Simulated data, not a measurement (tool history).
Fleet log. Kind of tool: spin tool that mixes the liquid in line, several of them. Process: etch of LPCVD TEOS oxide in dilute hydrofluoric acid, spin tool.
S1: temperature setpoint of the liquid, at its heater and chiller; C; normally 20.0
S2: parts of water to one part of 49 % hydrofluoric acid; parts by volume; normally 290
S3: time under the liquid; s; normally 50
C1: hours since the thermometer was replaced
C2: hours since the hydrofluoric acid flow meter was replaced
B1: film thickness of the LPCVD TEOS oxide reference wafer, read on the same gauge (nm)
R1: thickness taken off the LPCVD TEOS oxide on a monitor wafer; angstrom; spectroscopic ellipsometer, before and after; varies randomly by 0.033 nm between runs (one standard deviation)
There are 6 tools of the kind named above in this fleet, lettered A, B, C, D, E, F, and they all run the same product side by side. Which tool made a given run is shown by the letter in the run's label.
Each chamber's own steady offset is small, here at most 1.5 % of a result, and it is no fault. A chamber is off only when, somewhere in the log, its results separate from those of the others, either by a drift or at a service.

Run 1A, hour 7.1: usual settings; C1 1229.9; C2 120.7; B1 109.97. Result: R1 62.939 angstrom.
Run 2D, hour 12.8: usual settings; C1 970.6; C2 720.3; B1 109.99. Result: R1 63.208 angstrom.
Run 3B, hour 19.5: usual settings; C1 886.5; C2 1803.6; B1 110.03. Result: R1 63.562 angstrom.
Run 4F, hour 26.5: usual settings; C1 115.6; C2 722.3; B1 109.97. Result: R1 63.951 angstrom.
Run 5C, hour 30.6: usual settings; C1 647.0; C2 851.9; B1 109.99. Result: R1 63.165 angstrom.
Run 6E, hour 37.8: usual settings; C1 150.7; C2 2240.4; B1 109.97. Result: R1 64.207 angstrom.
Run 7C, hour 41.8: usual settings; C1 658.2; C2 863.1; B1 110.02. Result: R1 63.568 angstrom.
Run 8D, hour 45.9: usual settings; C1 1003.7; C2 753.4; B1 110.03. Result: R1 63.213 angstrom.
Run 9A, hour 49.9: usual settings; C1 1272.7; C2 163.5; B1 110.02. Result: R1 62.938 angstrom.
Run 10F, hour 53.7: usual settings; C1 142.8; C2 749.5; B1 109.97. Result: R1 64.401 angstrom.
Run 11E, hour 60.1: usual settings; C1 173.0; C2 2262.7; B1 109.99. Result: R1 63.753 angstrom.
At hour 60.5: chamber E: hydrofluoric acid flow meter replaced.
Run 12B, hour 64.3: usual settings; C1 931.3; C2 1848.4; B1 110.00. Result: R1 64.295 angstrom.
Run 13E, hour 68.8: usual settings; C1 181.7; C2 8.3; B1 109.99. Result: R1 63.628 angstrom.
Run 14D, hour 74.6: usual settings but S2 350 parts by volume; C1 1032.4; C2 782.1; B1 110.00. Result: R1 49.609 angstrom.
Run 15C, hour 81.5: usual settings but S2 350 parts by volume; C1 697.9; C2 902.8; B1 109.95. Result: R1 49.614 angstrom.
Run 16B, hour 84.9: usual settings but S2 350 parts by volume; C1 951.9; C2 1869.0; B1 110.00. Result: R1 50.582 angstrom.
Run 17F, hour 91.6: usual settings but S2 350 parts by volume; C1 180.7; C2 787.4; B1 110.01. Result: R1 50.126 angstrom.
Run 18A, hour 96.0: usual settings but S2 350 parts by volume; C1 1318.8; C2 209.6; B1 109.99. Result: R1 49.734 angstrom.
Run 19D, hour 99.5: usual settings but S2 350 parts by volume; C1 1057.3; C2 807.0; B1 109.98. Result: R1 49.935 angstrom.
Run 20A, hour 103.4: usual settings; C1 1326.2; C2 217.0; B1 110.01. Result: R1 62.540 angstrom.
At hour 107.3: chamber A: thermometer replaced.
Run 21B, hour 107.7: usual settings; C1 974.7; C2 1891.8; B1 109.96. Result: R1 63.793 angstrom.
Run 22F, hour 114.8: usual settings; C1 203.9; C2 810.6; B1 110.00. Result: R1 64.230 angstrom.
Run 23E, hour 120.5: usual settings; C1 233.4; C2 60.0; B1 110.02. Result: R1 63.474 angstrom.
Run 24C, hour 126.6: usual settings; C1 743.0; C2 947.9; B1 110.01. Result: R1 64.132 angstrom.
Run 25A, hour 132.0: usual settings; C1 24.7; C2 245.6; B1 110.02. Result: R1 63.075 angstrom.
Run 26C, hour 138.4: usual settings; C1 754.8; C2 959.7; B1 109.99. Result: R1 63.402 angstrom.
Run 27F, hour 145.1: usual settings; C1 234.2; C2 840.9; B1 110.04. Result: R1 64.081 angstrom.
Run 28E, hour 148.5: usual settings; C1 261.4; C2 88.0; B1 110.02. Result: R1 63.942 angstrom.
Run 29B, hour 154.9: usual settings; C1 1021.9; C2 1939.0; B1 110.03. Result: R1 63.779 angstrom.
Run 30D, hour 159.3: usual settings; C1 1117.1; C2 866.8; B1 110.01. Result: R1 63.564 angstrom.
Run 31F, hour 165.9: usual settings; C1 255.0; C2 861.7; B1 109.99. Result: R1 64.640 angstrom.
Run 32C, hour 171.8: usual settings but S1 23.5 C, S3 35 s; C1 788.2; C2 993.1; B1 110.02. Result: R1 50.929 angstrom.
Run 33B, hour 177.4: usual settings but S1 23.5 C, S3 35 s; C1 1044.4; C2 1961.5; B1 110.03. Result: R1 51.014 angstrom.
Run 34E, hour 182.9: usual settings but S1 23.5 C, S3 35 s; C1 295.8; C2 122.4; B1 110.03. Result: R1 50.707 angstrom.
Run 35A, hour 188.5: usual settings but S1 23.5 C, S3 35 s; C1 81.2; C2 302.1; B1 109.98. Result: R1 49.905 angstrom.
Run 36D, hour 193.3: usual settings but S1 23.5 C, S3 35 s; C1 1151.1; C2 900.8; B1 110.01. Result: R1 51.070 angstrom.
Run 37D, hour 197.8: usual settings but S1 23.5 C, S3 35 s; C1 1155.6; C2 905.3; B1 110.04. Result: R1 50.114 angstrom.
Run 38F, hour 200.9: usual settings; C1 290.0; C2 896.7; B1 110.02. Result: R1 63.608 angstrom.
Run 39E, hour 206.9: usual settings; C1 319.8; C2 146.4; B1 109.95. Result: R1 64.032 angstrom.
Run 40B, hour 213.0: usual settings; C1 1080.0; C2 1997.1; B1 110.00. Result: R1 63.432 angstrom.
Run 41C, hour 217.1: usual settings; C1 833.5; C2 1038.4; B1 109.97. Result: R1 64.257 angstrom.
Run 42A, hour 222.0: usual settings; C1 114.7; C2 335.6; B1 110.01. Result: R1 63.457 angstrom.
Run 43C, hour 229.1: usual settings but S1 24.0 C, S2 200 parts by volume; C1 845.5; C2 1050.4; B1 110.00. Result: R1 118.350 angstrom.

The same settings go to every chamber for the next run, one line per chamber below. Forecast the results for each:
Run 44A, hour 234.3: usual settings. Result: R1 ?.
Run 44B, hour 234.3: usual settings. Result: R1 ?.
Run 44C, hour 234.3: usual settings. Result: R1 ?.
Run 44D, hour 234.3: usual settings. Result: R1 ?.
Run 44E, hour 234.3: usual settings. Result: R1 ?.
Run 44F, hour 234.3: usual settings. Result: R1 ?.

run      R1
44A  62.862
44B  63.198
44C  65.843
44D  63.588
44E  63.778
44F  64.233

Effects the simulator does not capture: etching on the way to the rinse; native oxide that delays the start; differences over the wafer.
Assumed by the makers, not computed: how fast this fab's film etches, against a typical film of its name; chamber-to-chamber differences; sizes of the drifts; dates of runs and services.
